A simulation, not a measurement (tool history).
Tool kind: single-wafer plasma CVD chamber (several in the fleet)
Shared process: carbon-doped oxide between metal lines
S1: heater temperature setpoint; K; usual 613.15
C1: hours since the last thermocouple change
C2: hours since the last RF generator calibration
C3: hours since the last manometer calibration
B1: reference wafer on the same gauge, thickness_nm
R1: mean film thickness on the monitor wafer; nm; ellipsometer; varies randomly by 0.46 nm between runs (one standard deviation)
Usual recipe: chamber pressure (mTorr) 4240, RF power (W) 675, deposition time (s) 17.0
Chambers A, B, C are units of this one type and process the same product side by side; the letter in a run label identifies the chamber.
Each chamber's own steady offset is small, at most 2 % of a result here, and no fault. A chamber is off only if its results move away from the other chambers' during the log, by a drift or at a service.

Run 1A, day 0.262: usual settings; C1 2033.7; C2 47.9; C3 1979.7; B1 86.098. Result: R1 105.740 nm.
Run 2C, day 0.688: usual settings; C1 35.5; C2 369.6; C3 276.7; B1 86.016. Result: R1 106.880 nm.
Run 3B, day 1.096: usual settings; C1 1411.0; C2 525.2; C3 603.4; B1 85.974. Result: R1 107.840 nm.
Run 4C, day 1.379: usual settings; C1 52.1; C2 386.2; C3 293.3; B1 86.001. Result: R1 107.080 nm.
Run 5B, day 1.783: usual settings but S1 601.15 K, deposition time (s) 18.5; C1 1427.5; C2 541.7; C3 619.9; B1 85.996. Result: R1 121.960 nm.
Run 6A, day 2.208: usual settings but S1 601.15 K, deposition time (s) 18.5; C1 2080.4; C2 94.6; C3 2026.4; B1 85.994. Result: R1 119.030 nm.
Run 7B, day 2.538: usual settings but S1 601.15 K, deposition time (s) 18.5; C1 1445.6; C2 559.8; C3 638.0; B1 85.938. Result: R1 121.310 nm.
Run 8C, day 2.925: usual settings but RF power (W) 785, deposition time (s) 20.0; C1 89.2; C2 423.3; C3 330.4; B1 85.969. Result: R1 136.860 nm.
Run 9A, day 3.179: usual settings but RF power (W) 785, deposition time (s) 20.0; C1 2103.7; C2 117.9; C3 2049.7; B1 86.004. Result: R1 136.350 nm.
Run 10C, day 3.596: usual settings but RF power (W) 785, deposition time (s) 20.0; C1 105.3; C2 439.4; C3 346.5; B1 86.041. Result: R1 137.090 nm.
Run 11B, day 3.954: usual settings; C1 1479.6; C2 593.8; C3 672.0; B1 85.973. Result: R1 107.300 nm.
Run 12A, day 4.333: usual settings; C1 2131.4; C2 145.6; C3 2077.4; B1 85.958. Result: R1 106.440 nm.
Run 13C, day 4.779: usual settings but S1 601.15 K; C1 133.7; C2 467.8; C3 374.9; B1 86.076. Result: R1 110.310 nm.
Run 14B, day 5.021: usual settings but S1 601.15 K; C1 1505.2; C2 619.4; C3 697.6; B1 85.977. Result: R1 112.520 nm.
Run 15A, day 5.292: usual settings but S1 601.15 K; C1 2154.4; C2 168.6; C3 2100.4; B1 85.992. Result: R1 109.990 nm.
Run 16A, day 5.646: usual settings; C1 2162.9; C2 177.1; C3 2108.9; B1 86.015. Result: R1 105.330 nm.
Run 17B, day 6.033: usual settings; C1 1529.5; C2 643.7; C3 721.9; B1 85.930. Result: R1 107.990 nm.
Run 18C, day 6.450: usual settings; C1 173.8; C2 507.9; C3 415.0; B1 85.927. Result: R1 105.750 nm.
Run 19B, day 6.883: usual settings; C1 1549.9; C2 664.1; C3 742.3; B1 85.922. Result: R1 107.790 nm.
Run 20C, day 7.321: usual settings; C1 194.7; C2 528.8; C3 435.9; B1 85.985. Result: R1 105.280 nm.
Run 21A, day 7.567: usual settings but S1 601.15 K; C1 2209.0; C2 223.2; C3 2155.0; B1 86.071. Result: R1 110.770 nm.
At day 7.675: chamber A: thermocouple changed; heater temperature recalibrated.
Run 22A, day 7.788: usual settings but S1 601.15 K; C1 2.8; C2 228.5; C3 2160.3; B1 85.991. Result: R1 110.870 nm.
Run 23B, day 8.179: usual settings but S1 601.15 K; C1 1581.0; C2 695.2; C3 773.4; B1 85.932. Result: R1 112.250 nm.
Run 24C, day 8.529: usual settings; C1 223.7; C2 557.8; C3 464.9; B1 86.051. Result: R1 104.570 nm.
Run 25C, day 8.838: usual settings; C1 231.1; C2 565.2; C3 472.3; B1 85.981. Result: R1 103.690 nm.
Run 26A, day 9.071: usual settings; C1 33.6; C2 259.3; C3 2191.1; B1 85.999. Result: R1 105.960 nm.
Run 27B, day 9.458: usual settings; C1 1611.7; C2 725.9; C3 804.1; B1 86.046. Result: R1 107.640 nm.
Run 28A, day 9.854: usual settings; C1 52.4; C2 278.1; C3 2209.9; B1 86.016. Result: R1 105.780 nm.
Run 29C, day 10.175: usual settings; C1 263.2; C2 597.3; C3 504.4; B1 86.030. Result: R1 102.610 nm.
Run 30B, day 10.512: usual settings; C1 1637.0; C2 751.2; C3 829.4; B1 86.060. Result: R1 107.290 nm.
Run 31B, day 10.817: usual settings; C1 1644.3; C2 758.5; C3 836.7; B1 85.955. Result: R1 107.700 nm.
Run 32A, day 11.246: usual settings but chamber pressure (mTorr) 4560; C1 85.8; C2 311.5; C3 2243.3; B1 85.949. Result: R1 106.470 nm.
Run 33C, day 11.446: usual settings but chamber pressure (mTorr) 4560; C1 293.7; C2 627.8; C3 534.9; B1 85.992. Result: R1 104.510 nm.

All chambers now run identical settings, listed one chamber a line with results as question marks. What results will each chamber show?
Run 34A, day 11.767: usual settings but chamber pressure (mTorr) 3380. Result: R1 ?.
Run 34B, day 11.767: usual settings but chamber pressure (mTorr) 3380. Result: R1 ?.
Run 34C, day 11.767: usual settings but chamber pressure (mTorr) 3380. Result: R1 ?.

run       R1
34A  102.340
34B  104.660
34C   99.493
